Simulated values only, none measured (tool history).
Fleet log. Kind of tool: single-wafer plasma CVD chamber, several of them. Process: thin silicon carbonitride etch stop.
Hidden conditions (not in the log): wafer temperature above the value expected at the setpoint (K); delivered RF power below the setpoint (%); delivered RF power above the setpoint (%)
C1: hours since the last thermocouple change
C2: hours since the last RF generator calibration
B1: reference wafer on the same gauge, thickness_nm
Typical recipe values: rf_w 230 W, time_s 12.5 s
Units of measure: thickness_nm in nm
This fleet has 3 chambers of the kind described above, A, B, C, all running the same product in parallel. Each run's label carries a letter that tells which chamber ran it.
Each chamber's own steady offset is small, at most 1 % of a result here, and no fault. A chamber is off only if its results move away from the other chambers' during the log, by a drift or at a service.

Run 1A, hour 9.0: usual settings; C1 347.3; C2 428.4; B1 8.5784. Result: thickness_nm 7.4418 nm.
Run 2B, hour 19.2: usual settings; C1 2766.3; C2 771.5; B1 8.5792. Result: thickness_nm 7.3866 nm.
Run 3C, hour 33.2: usual settings; C1 2578.4; C2 1321.9; B1 8.5756. Result: thickness_nm 7.4823 nm.
Run 4A, hour 44.7: usual settings; C1 383.0; C2 464.1; B1 8.5713. Result: thickness_nm 7.4251 nm.
Run 5C, hour 55.1: usual settings; C1 2600.3; C2 1343.8; B1 8.5725. Result: thickness_nm 7.4493 nm.
Run 6B, hour 63.5: usual settings; C1 2810.6; C2 815.8; B1 8.5716. Result: thickness_nm 7.3728 nm.
Run 7B, hour 72.9: usual settings; C1 2820.0; C2 825.2; B1 8.5715. Result: thickness_nm 7.3686 nm.
Run 8C, hour 86.1: usual settings but rf_w 195 W; C1 2631.3; C2 1374.8; B1 8.5705. Result: thickness_nm 7.1006 nm.
Run 9A, hour 97.2: usual settings but rf_w 195 W; C1 435.5; C2 516.6; B1 8.5682. Result: thickness_nm 7.0749 nm.
Run 10C, hour 106.2: usual settings but rf_w 195 W; C1 2651.4; C2 1394.9; B1 8.5700. Result: thickness_nm 7.0952 nm.
Run 11B, hour 113.5: usual settings; C1 2860.6; C2 865.8; B1 8.5672. Result: thickness_nm 7.3542 nm.
Run 12A, hour 128.5: usual settings; C1 466.8; C2 547.9; B1 8.5642. Result: thickness_nm 7.4181 nm.
Run 13C, hour 141.9: usual settings; C1 2687.1; C2 1430.6; B1 8.5617. Result: thickness_nm 7.4603 nm.
Run 14A, hour 148.6: usual settings; C1 486.9; C2 568.0; B1 8.5636. Result: thickness_nm 7.4163 nm.
Run 15B, hour 163.5: usual settings; C1 2910.6; C2 915.8; B1 8.5615. Result: thickness_nm 7.3344 nm.
Run 16A, hour 171.4: usual settings; C1 509.7; C2 590.8; B1 8.5603. Result: thickness_nm 7.4027 nm.
Run 17B, hour 180.4: usual settings but rf_w 250 W; C1 2927.5; C2 932.7; B1 8.5596. Result: thickness_nm 7.5394 nm.
Run 18C, hour 191.0: usual settings but rf_w 250 W; C1 2736.2; C2 1479.7; B1 8.5578. Result: thickness_nm 7.6589 nm.
Run 19B, hour 201.6: usual settings but rf_w 250 W; C1 2948.7; C2 953.9; B1 8.5570. Result: thickness_nm 7.5392 nm.
Run 20A, hour 216.0: usual settings; C1 554.3; C2 635.4; B1 8.5552. Result: thickness_nm 7.4107 nm.
Run 21C, hour 225.6: usual settings; C1 2770.8; C2 1514.3; B1 8.5528. Result: thickness_nm 7.4463 nm.
Run 22B, hour 232.2: usual settings; C1 2979.3; C2 984.5; B1 8.5540. Result: thickness_nm 7.3618 nm.
At hour 233.7: chamber B: thermocouple changed; heater temperature recalibrated.
Run 23C, hour 245.7: usual settings; C1 2790.9; C2 1534.4; B1 8.5524. Result: thickness_nm 7.4469 nm.
Run 24A, hour 257.5: usual settings; C1 595.8; C2 676.9; B1 8.5487. Result: thickness_nm 7.3972 nm.
Run 25B, hour 267.5: usual settings but time_s 11.8 s; C1 33.9; C2 1019.8; B1 8.5497. Result: thickness_nm 6.9169 nm.
Run 26A, hour 275.5: usual settings but time_s 11.8 s; C1 613.8; C2 694.9; B1 8.5500. Result: thickness_nm 6.9812 nm.
Run 27C, hour 283.4: usual settings but time_s 11.8 s; C1 2828.6; C2 1572.1; B1 8.5467. Result: thickness_nm 7.0182 nm.
Run 28A, hour 296.9: usual settings; C1 635.2; C2 716.3; B1 8.5467. Result: thickness_nm 7.4009 nm.
Run 29B, hour 307.7: usual settings; C1 74.1; C2 1060.0; B1 8.5459. Result: thickness_nm 7.3369 nm.
Run 30C, hour 321.6: usual settings but rf_w 260 W; C1 2866.8; C2 1610.3; B1 8.5424. Result: thickness_nm 7.7117 nm.
Run 31C, hour 333.7: usual settings but rf_w 260 W; C1 2878.9; C2 1622.4; B1 8.5385. Result: thickness_nm 7.7009 nm.
Run 32A, hour 347.5: usual settings but rf_w 260 W; C1 685.8; C2 766.9; B1 8.5416. Result: thickness_nm 7.6759 nm.
Run 33B, hour 359.2: usual settings; C1 125.6; C2 1111.5; B1 8.5402. Result: thickness_nm 7.3193 nm.
Run 34C, hour 366.1: usual settings; C1 2911.3; C2 1654.8; B1 8.5363. Result: thickness_nm 7.4285 nm.
Run 35B, hour 375.4: usual settings; C1 141.8; C2 1127.7; B1 8.5340. Result: thickness_nm 7.3522 nm.

Read the log: is a single chamber off, either drifting away or since a service, is the gauge that measures every chamber drifting, or is nothing wrong beyond small per-chamber offsets? Name any odd chamber and what most likely caused it.

Every chamber seems to shift together because the gauge that measures them all drifts; the chambers themselves are fine.
Most likely cause: gauge reads low (%) = 0.524.
